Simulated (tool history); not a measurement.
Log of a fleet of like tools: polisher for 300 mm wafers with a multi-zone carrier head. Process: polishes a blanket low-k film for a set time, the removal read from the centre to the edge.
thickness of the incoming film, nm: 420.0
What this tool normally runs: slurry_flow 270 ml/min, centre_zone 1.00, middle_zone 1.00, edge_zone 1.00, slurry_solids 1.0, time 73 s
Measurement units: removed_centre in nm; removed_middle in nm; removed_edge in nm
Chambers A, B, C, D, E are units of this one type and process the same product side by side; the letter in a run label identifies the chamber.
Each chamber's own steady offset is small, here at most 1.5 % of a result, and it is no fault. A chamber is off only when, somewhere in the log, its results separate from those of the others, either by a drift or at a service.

run	day	slurry_flow	centre_zone	middle_zone	edge_zone	slurry_solids	time	removed_centre	removed_middle	removed_edge
1C	0.112	270	1.00	1.00	1.00	1.0	73	43.606	43.767	43.801
# day 0.317: chamber C: worn pad replaced by a new one
2D	0.346	270	1.00	1.00	1.00	1.0	73	43.915	44.170	44.406
3B	0.562	270	1.00	1.00	1.00	1.0	73	43.722	43.229	43.968
4E	0.717	270	1.00	1.00	1.00	1.0	73	43.324	43.328	43.247
5A	0.875	270	1.00	1.00	0.96	1.2	73	46.941	47.740	46.562
6B	1.008	270	1.00	1.00	0.96	1.2	73	46.813	47.048	47.416
# day 1.088: chamber B: worn pad replaced by a new one
7E	1.129	270	1.00	1.00	0.96	1.2	73	47.531	47.595	45.630
# day 1.250: chamber A: edge zone pressure recalibrated
# day 1.262: chamber C: slurry nozzle cleaned
8A	1.288	270	1.00	1.00	0.96	1.2	73	46.434	48.137	46.449
9D	1.408	270	1.00	1.00	0.96	1.2	73	47.392	47.814	47.013
10C	1.517	270	1.00	1.00	1.00	1.0	73	43.074	43.885	43.839
# day 1.521: chamber A: worn pad replaced by a new one
# day 1.612: chamber D: worn pad replaced by a new one
11A	1.642	270	1.00	0.94	1.00	1.0	73	43.011	41.288	43.834
12B	1.754	270	1.00	0.94	1.00	1.0	73	43.481	41.581	44.090
13D	1.992	270	1.00	0.94	1.00	1.0	73	43.944	41.666	44.432
# day 2.025: chamber C: worn pad replaced by a new one
14E	2.200	270	1.00	0.94	1.00	1.0	73	43.129	40.976	43.440
15C	2.371	270	1.00	0.94	1.00	1.0	73	43.904	41.380	44.292
16E	2.533	270	1.00	1.00	1.00	1.0	73	43.595	44.723	43.822
17B	2.758	270	1.00	1.05	1.00	1.0	73	43.658	45.808	44.284
18D	2.996	270	1.00	1.05	1.00	1.0	73	43.671	45.106	43.826
# day 3.021: chamber B: worn pad replaced by a new one
19C	3.192	270	1.00	1.05	1.00	1.0	73	43.706	45.682	43.988
20A	3.383	270	1.00	1.05	1.00	1.0	73	41.903	45.512	43.933
# day 3.492: chamber A: worn pad replaced by a new one
21D	3.504	270	1.00	1.05	1.00	1.0	73	44.065	45.527	44.031
22A	3.658	270	1.00	1.00	1.00	1.0	73	41.658	43.422	43.062
# day 3.779: chamber E: worn pad replaced by a new one
23E	3.800	270	1.00	1.00	1.00	1.0	73	43.808	44.628	43.218
# day 3.825: chamber C: worn pad replaced by a new one
24B	3.979	270	1.00	1.00	1.00	1.0	73	43.460	43.581	43.927
25C	4.133	270	1.00	1.00	1.00	1.0	73	43.420	43.804	43.665
# day 4.221: chamber E: centre zone pressure recalibrated
26D	4.283	270	1.00	1.00	1.00	1.0	73	43.353	44.416	44.350
27C	4.467	270	1.00	1.00	1.00	1.0	73	43.853	43.445	43.989
28A	4.612	270	1.00	1.00	1.00	1.0	73	41.441	43.310	42.950
29B	4.767	270	0.94	1.00	1.00	1.0	73	40.825	43.331	43.878
30E	4.996	270	0.94	1.00	1.00	1.0	73	40.751	43.910	43.759

All 5 chambers run these settings next. Forecast each chamber's results:
31A	5.167	270	1.00	1.00	1.00	1.0	73	?	?	?
31B	5.167	270	1.00	1.00	1.00	1.0	73	?	?	?
31C	5.167	270	1.00	1.00	1.00	1.0	73	?	?	?
31D	5.167	270	1.00	1.00	1.00	1.0	73	?	?	?
31E	5.167	270	1.00	1.00	1.00	1.0	73	?	?	?

run	removed_centre	removed_middle	removed_edge
31A	41.000	41.493	42.859
31B	43.585	43.306	44.344
31C	43.912	43.203	43.815
31D	43.814	44.447	44.383
31E	44.100	43.928	43.188

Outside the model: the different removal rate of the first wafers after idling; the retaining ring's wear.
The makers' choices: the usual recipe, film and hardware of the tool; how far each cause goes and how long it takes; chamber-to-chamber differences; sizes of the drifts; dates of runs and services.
